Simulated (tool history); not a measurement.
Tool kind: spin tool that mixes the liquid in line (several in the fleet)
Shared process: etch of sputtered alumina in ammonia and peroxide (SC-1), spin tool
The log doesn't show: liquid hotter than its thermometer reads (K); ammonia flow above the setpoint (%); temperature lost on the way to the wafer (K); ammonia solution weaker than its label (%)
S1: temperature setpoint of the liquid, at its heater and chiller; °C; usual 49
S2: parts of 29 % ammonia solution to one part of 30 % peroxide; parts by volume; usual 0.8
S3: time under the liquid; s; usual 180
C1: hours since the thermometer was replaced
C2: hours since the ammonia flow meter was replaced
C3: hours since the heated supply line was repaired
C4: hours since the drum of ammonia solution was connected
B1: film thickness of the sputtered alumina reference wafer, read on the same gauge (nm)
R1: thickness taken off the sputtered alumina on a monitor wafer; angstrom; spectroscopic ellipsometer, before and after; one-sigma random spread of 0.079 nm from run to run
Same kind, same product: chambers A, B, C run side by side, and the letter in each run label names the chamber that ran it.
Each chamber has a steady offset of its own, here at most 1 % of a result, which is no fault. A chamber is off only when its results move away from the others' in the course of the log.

run,hour,S1,S2,S3,C1,C2,C3,C4,B1,R1
# hour 10.3: chamber C: new drum of ammonia solution connected
1B,11.8,49,0.8,180,216.2,2242.9,646.8,435,90.001,111.66
2C,19.6,49,0.8,180,134.5,394.9,350.6,9.3,90.011,112.18
# hour 22.4: chamber B: heated supply line repaired
3A,30.1,49,0.8,180,1276.6,1161.1,548.9,101.5,89.997,114.95
4A,41.1,49,0.8,180,1287.6,1172.1,559.9,112.5,89.987,112.21
5B,50.4,49,0.8,180,254.8,2281.5,28.1,473.6,90.015,114.31
6C,57.5,49,0.8,180,172.4,432.8,388.5,47.2,90.007,110.47
7C,71.6,49,0.8,180,186.5,446.9,402.6,61.3,90,112.35
8B,86,49,0.8,180,290.4,2317.1,63.7,509.2,89.989,114.72
# hour 94: chamber B: new drum of ammonia solution connected
9A,98.6,49,0.8,180,1345.1,1229.6,617.4,170,89.99,113.84
10A,109.7,49,0.8,180,1356.2,1240.7,628.5,181.1,89.977,114.3
11C,124.3,49,0.8,180,239.2,499.6,455.3,114,90.028,110.92
12B,136.1,49,1.05,180,340.5,2367.2,113.8,42.2,89.986,116.59
13A,146.5,49,1.05,180,1393,1277.5,665.3,217.9,90.008,115.9
14B,160.6,49,1.05,180,365,2391.7,138.3,66.7,89.994,117.21
15C,170.2,49,0.8,180,285.1,545.5,501.2,159.9,89.987,111.22
16A,177.4,49,0.6,180,1423.9,1308.4,696.2,248.8,90,110.56
17C,187.8,49,0.6,180,302.7,563.1,518.8,177.5,90.006,107.71
18B,196.5,49,0.6,180,400.9,2427.6,174.2,102.6,90.002,110.5
19C,203.2,39.5,0.8,80,318.1,578.5,534.2,192.9,89.996,28.255
20A,212.5,39.5,0.8,80,1459,1343.5,731.3,283.9,90.013,29.602
# hour 218.9: chamber A: new drum of ammonia solution connected
21B,223.4,39.5,0.8,80,427.8,2454.5,201.1,129.5,89.993,29.311
22A,232.1,55,1.1,180,1478.6,1363.1,750.9,13.2,90.003,163.18
23C,241.4,55,1.1,180,356.3,616.7,572.4,231.1,90.029,155.45
24B,249.9,55,1.1,180,454.3,2481,227.6,156,90.001,163.5
25B,259,49,0.8,180,463.4,2490.1,236.7,165.1,90.001,114.55
26A,271.3,55,0.45,180,1517.8,1402.3,790.1,52.4,90.003,147.96
27C,280,55,0.45,180,394.9,655.3,611,269.7,90.011,138.94
28B,294.3,55,0.45,180,498.7,2525.4,272,200.4,89.999,147.92
# hour 294.6: chamber B: ammonia flow meter replaced
29C,307.1,49,0.8,180,422,682.4,638.1,296.8,90.008,107.13
30A,314.8,58.5,0.8,275,1561.3,1445.8,833.6,95.9,89.992,285.11
31B,323.1,58.5,0.8,275,527.5,28.6,300.8,229.2,89.985,290.12
# hour 326.2: chamber C: new drum of ammonia solution connected
32A,331.8,58.5,0.8,275,1578.3,1462.8,850.6,112.9,89.999,287.63
33C,338.4,49,0.8,180,453.3,713.7,669.4,12.2,89.997,106.2
34B,352.5,49,0.8,180,556.9,58,330.2,258.6,90.014,113.16
35C,364.9,49,0.8,180,479.8,740.2,695.9,38.7,89.992,105
36A,379.4,49,1.1,180,1625.9,1510.4,898.2,160.5,89.987,117.35
37B,393.6,49,1.1,180,598,99.1,371.3,299.7,90.013,115.63

One chamber off, gauge drift, or nothing amiss beyond the chambers' own small offsets? If it is a chamber, which one, and what is the likeliest cause?

It is chamber C that slowly wanders off from its peers.
Likeliest cause: temperature lost on the way to the wafer (K) = 1.32.
Not necessarily distinguishable in this log from: liquid colder than its thermometer reads (K).

Chamber C could run next with any of the 4 candidate recipes listed below; each alters the usual settings, and their results appear as question marks. Which one brings its results back in line with what the other chambers deliver on the usual settings?
A result is in line if it is within this distance of the other chambers' mean on the usual settings: R1 2.8 angstrom
38C-1,404,49.5,0.8,190,,,,,,?
38C-2,404,46,0.8,180,,,,,,?
38C-3,404,49,0.8,210,,,,,,?
38C-4,404,47.5,0.8,180,,,,,,?

Mean of the other chambers on the usual settings: R1 113.42 angstrom
run,R1
38C-1,113.33
38C-2,88.245
38C-3,121.88
38C-4,96.031
The right change is 38C-1: it brings the chamber back within the allowed miss of the others.
